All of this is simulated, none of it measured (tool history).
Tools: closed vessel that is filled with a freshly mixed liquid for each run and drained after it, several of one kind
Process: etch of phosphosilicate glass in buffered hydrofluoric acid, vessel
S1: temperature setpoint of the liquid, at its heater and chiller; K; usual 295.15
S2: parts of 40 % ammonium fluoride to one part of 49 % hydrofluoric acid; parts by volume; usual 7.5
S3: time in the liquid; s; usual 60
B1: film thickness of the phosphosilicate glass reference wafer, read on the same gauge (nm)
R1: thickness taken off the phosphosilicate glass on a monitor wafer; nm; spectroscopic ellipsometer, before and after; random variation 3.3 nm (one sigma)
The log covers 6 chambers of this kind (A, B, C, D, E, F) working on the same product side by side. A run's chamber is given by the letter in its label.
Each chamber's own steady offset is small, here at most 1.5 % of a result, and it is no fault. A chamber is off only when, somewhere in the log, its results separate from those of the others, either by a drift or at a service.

| run | hour | S1 | S2 | S3 | B1 | R1 |
|---|---|---|---|---|---|---|
| 1F | 5.2 | 295.15 | 7.5 | 60 | 90.04 | 371.33 |
| 2E | 11.2 | 295.15 | 7.5 | 60 | 89.984 | 363.78 |
| 3C | 16 | 295.15 | 7.5 | 60 | 90.004 | 366.28 |
| 4B | 20.6 | 295.15 | 7.5 | 60 | 90.023 | 366.12 |
| 5A | 25.3 | 295.15 | 7.5 | 60 | 90.002 | 360.83 |
| 6D | 34 | 295.15 | 7.5 | 60 | 89.971 | 368.89 |
| 7D | 40.4 | 295.15 | 7.5 | 60 | 89.971 | 372.99 |
| 8E | 47.7 | 295.15 | 7.5 | 60 | 89.993 | 363.72 |
| 9C | 56.3 | 295.15 | 7.5 | 60 | 89.982 | 364.55 |
| 10F | 62.8 | 295.15 | 7.5 | 60 | 90.01 | 368.7 |
| 11B | 70.4 | 295.15 | 10 | 75 | 90.007 | 354.52 |
|  | 76.7 | chamber D: hydrofluoric acid flow meter replaced |
| 12A | 79 | 295.15 | 10 | 75 | 90 | 350.42 |
| 13B | 85.9 | 295.15 | 10 | 75 | 90.04 | 348.99 |
| 14F | 90.7 | 295.15 | 10 | 75 | 89.994 | 361.44 |
| 15D | 95.6 | 295.15 | 10 | 75 | 90.011 | 360.37 |
| 16A | 100.4 | 295.15 | 10 | 75 | 90.045 | 352.89 |
| 17C | 107.5 | 295.15 | 7.5 | 60 | 90.022 | 367.86 |
| 18E | 116.7 | 295.15 | 7.5 | 60 | 89.981 | 363.1 |
| 19F | 123.3 | 299.15 | 5.5 | 60 | 89.976 | 608.69 |
| 20D | 129.4 | 299.15 | 5.5 | 60 | 90.01 | 612.17 |
| 21B | 136.6 | 299.15 | 5.5 | 60 | 90.016 | 595.08 |
| 22E | 146.2 | 299.15 | 5.5 | 60 | 90.006 | 592.11 |
| 23A | 150.8 | 299.15 | 5.5 | 60 | 90.02 | 606.32 |
| 24C | 155.5 | 299.15 | 5.5 | 60 | 90.041 | 604.62 |
| 25C | 161.9 | 295.15 | 7.5 | 60 | 90.002 | 359.81 |
| 26B | 169.4 | 295.15 | 5 | 75 | 90.012 | 640.96 |
| 27E | 174.2 | 295.15 | 5 | 75 | 89.974 | 658.08 |
| 28A | 178.8 | 295.15 | 5 | 75 | 90.038 | 658.85 |
| 29D | 187 | 295.15 | 5 | 75 | 89.964 | 675.64 |
|  | 194.8 | chamber F: thermometer replaced |
| 30F | 195.5 | 295.15 | 5 | 75 | 89.966 | 664.97 |
| 31C | 202.8 | 295.15 | 5 | 75 | 90.024 | 655.45 |
| 32D | 208.2 | 295.15 | 7.5 | 60 | 89.986 | 369.68 |
| 33F | 216.8 | 295.15 | 7.5 | 60 | 89.967 | 370.32 |
| 34B | 222.1 | 295.15 | 7.5 | 60 | 90.013 | 336.16 |
| 35A | 227.1 | 295.15 | 7.5 | 60 | 89.945 | 363.97 |
| 36E | 235.2 | 295.15 | 7.5 | 60 | 90.044 | 372.38 |
| 37B | 241.6 | 295.15 | 7.5 | 60 | 90.02 | 329.1 |
| 38E | 248.6 | 295.15 | 7.5 | 60 | 89.991 | 366.83 |
| 39A | 254.2 | 299.65 | 9.5 | 60 | 90.014 | 367.88 |

Next, all 6 chambers run the settings below, one line each with question marks for the results. What does each chamber give?
| 40A | 261.3 | 299.15 | 7.5 | 60 |  | ? |
| 40B | 261.3 | 299.15 | 7.5 | 60 |  | ? |
| 40C | 261.3 | 299.15 | 7.5 | 60 |  | ? |
| 40D | 261.3 | 299.15 | 7.5 | 60 |  | ? |
| 40E | 261.3 | 299.15 | 7.5 | 60 |  | ? |
| 40F | 261.3 | 299.15 | 7.5 | 60 |  | ? |

| run | R1 |
|---|---|
| 40A | 455.97 |
| 40B | 408.63 |
| 40C | 455.08 |
| 40D | 463.54 |
| 40E | 454.08 |
| 40F | 453.7 |

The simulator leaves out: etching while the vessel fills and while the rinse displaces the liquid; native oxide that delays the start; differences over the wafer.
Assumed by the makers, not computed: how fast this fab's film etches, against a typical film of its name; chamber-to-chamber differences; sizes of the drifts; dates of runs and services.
